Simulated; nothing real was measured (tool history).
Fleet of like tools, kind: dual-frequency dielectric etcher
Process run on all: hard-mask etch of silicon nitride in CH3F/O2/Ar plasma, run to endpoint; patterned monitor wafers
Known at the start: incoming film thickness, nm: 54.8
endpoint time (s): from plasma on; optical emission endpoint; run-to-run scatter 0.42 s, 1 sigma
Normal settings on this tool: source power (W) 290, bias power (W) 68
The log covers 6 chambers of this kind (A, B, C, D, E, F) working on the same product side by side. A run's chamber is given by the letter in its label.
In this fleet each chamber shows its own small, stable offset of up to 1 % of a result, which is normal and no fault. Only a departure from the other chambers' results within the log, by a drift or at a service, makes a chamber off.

run,day,source power (W),bias power (W),endpoint time (s)
1B,0.208,290,68,91.440
2F,0.346,290,68,91.213
# day 0.421: chamber D: wet clean of the chamber
3C,0.517,290,68,91.692
4A,0.700,290,68,91.907
5D,0.912,290,68,92.414
6E,1.142,230,53,108.780
7D,1.342,230,53,109.030
8F,1.550,230,53,109.360
9A,1.767,230,53,108.660
10C,2.042,230,53,108.560
11E,2.217,230,53,107.830
12B,2.488,290,68,91.612
13D,2.771,290,68,90.612
14E,3.021,290,68,90.926
15C,3.258,290,68,91.243
16F,3.400,290,68,91.292
17A,3.567,290,68,92.213
18B,3.829,290,68,91.070
19F,4.054,320,56,93.624
20D,4.267,320,56,94.037
21A,4.492,320,56,94.532
22E,4.667,320,56,94.474
23B,4.858,320,56,94.407
24C,5.142,320,56,93.707
25E,5.362,290,68,91.374
26C,5.508,290,68,90.986
27A,5.642,290,68,92.365
28F,5.771,290,68,90.493
29D,5.950,290,68,92.168
30B,6.212,290,68,91.162
31D,6.496,290,68,91.777
32C,6.658,290,68,90.797
33B,6.904,290,68,90.993
34E,7.050,290,51,101.330
35A,7.238,290,51,101.850
36F,7.438,290,51,101.340

All 6 chambers run these settings next. Forecast each chamber's results:
37A,7.638,240,68,?
37B,7.638,240,68,?
37C,7.638,240,68,?
37D,7.638,240,68,?
37E,7.638,240,68,?
37F,7.638,240,68,?

run,endpoint time (s)
37A,97.837
37B,98.423
37C,98.078
37D,98.397
37E,98.137
37F,97.788

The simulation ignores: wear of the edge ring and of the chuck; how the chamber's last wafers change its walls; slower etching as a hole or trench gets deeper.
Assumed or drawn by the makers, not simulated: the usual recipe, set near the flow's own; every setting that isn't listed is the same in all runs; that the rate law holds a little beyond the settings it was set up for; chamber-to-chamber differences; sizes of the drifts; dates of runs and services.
